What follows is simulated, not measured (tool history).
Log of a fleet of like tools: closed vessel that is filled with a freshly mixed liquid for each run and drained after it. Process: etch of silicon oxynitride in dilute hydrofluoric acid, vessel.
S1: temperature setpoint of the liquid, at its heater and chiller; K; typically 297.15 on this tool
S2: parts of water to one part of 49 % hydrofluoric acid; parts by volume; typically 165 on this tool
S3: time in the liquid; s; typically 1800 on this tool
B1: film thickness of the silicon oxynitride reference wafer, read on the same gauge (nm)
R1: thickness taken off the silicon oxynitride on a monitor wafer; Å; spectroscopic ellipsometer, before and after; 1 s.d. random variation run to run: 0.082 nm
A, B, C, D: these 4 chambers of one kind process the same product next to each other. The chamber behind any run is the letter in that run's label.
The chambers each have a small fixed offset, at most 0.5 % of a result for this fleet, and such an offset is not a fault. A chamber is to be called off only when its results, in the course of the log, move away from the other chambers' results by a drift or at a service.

run	day	S1	S2	S3	B1	R1
1A	0.646	297.15	165	1800	90.007	149.21
2C	1.279	297.15	165	1800	90.006	150.88
3D	1.742	297.15	165	1800	89.983	148.38
4B	2.362	297.15	165	1800	90.007	148.26
5B	2.733	297.15	165	2460	90.007	202.94
6C	3.188	297.15	165	2460	90.009	203.39
7A	3.788	297.15	165	2460	90.007	204.28
8D	4.225	297.15	165	2460	90.002	203.69
# day 4.467: chamber D: thermometer replaced
9D	4.808	297.15	165	1800	90.032	149.42
10B	5.292	297.15	165	1800	89.999	151.69
11A	5.604	297.15	165	1800	89.989	150.62
12C	6.1	297.15	165	1800	90.003	150.46
13D	6.492	297.15	165	1800	90.004	147.8
14B	6.875	297.15	165	1800	90.033	153.91
15C	7.346	297.15	165	1800	89.989	151.6
16A	7.812	297.15	165	1800	89.995	149.23
17D	8.3	297.15	165	1800	89.979	149.54
18B	8.788	297.15	135	1800	90.027	193.96
19C	9.404	297.15	135	1800	90.017	187.92
20A	9.812	297.15	135	1800	89.987	186.94
21A	10.479	297.15	135	1800	90.003	187.43
22C	10.979	297.15	165	1800	90.014	151.02
23D	11.512	297.15	165	1800	90.021	150.58
24B	11.812	297.15	165	1800	90.007	157.08

All 4 chambers run these settings next. Forecast each chamber's results:
25A	12.312	297.15	165	1800		?
25B	12.312	297.15	165	1800		?
25C	12.312	297.15	165	1800		?
25D	12.312	297.15	165	1800		?

run	R1
25A	149.17
25B	160.26
25C	149.09
25D	149.56
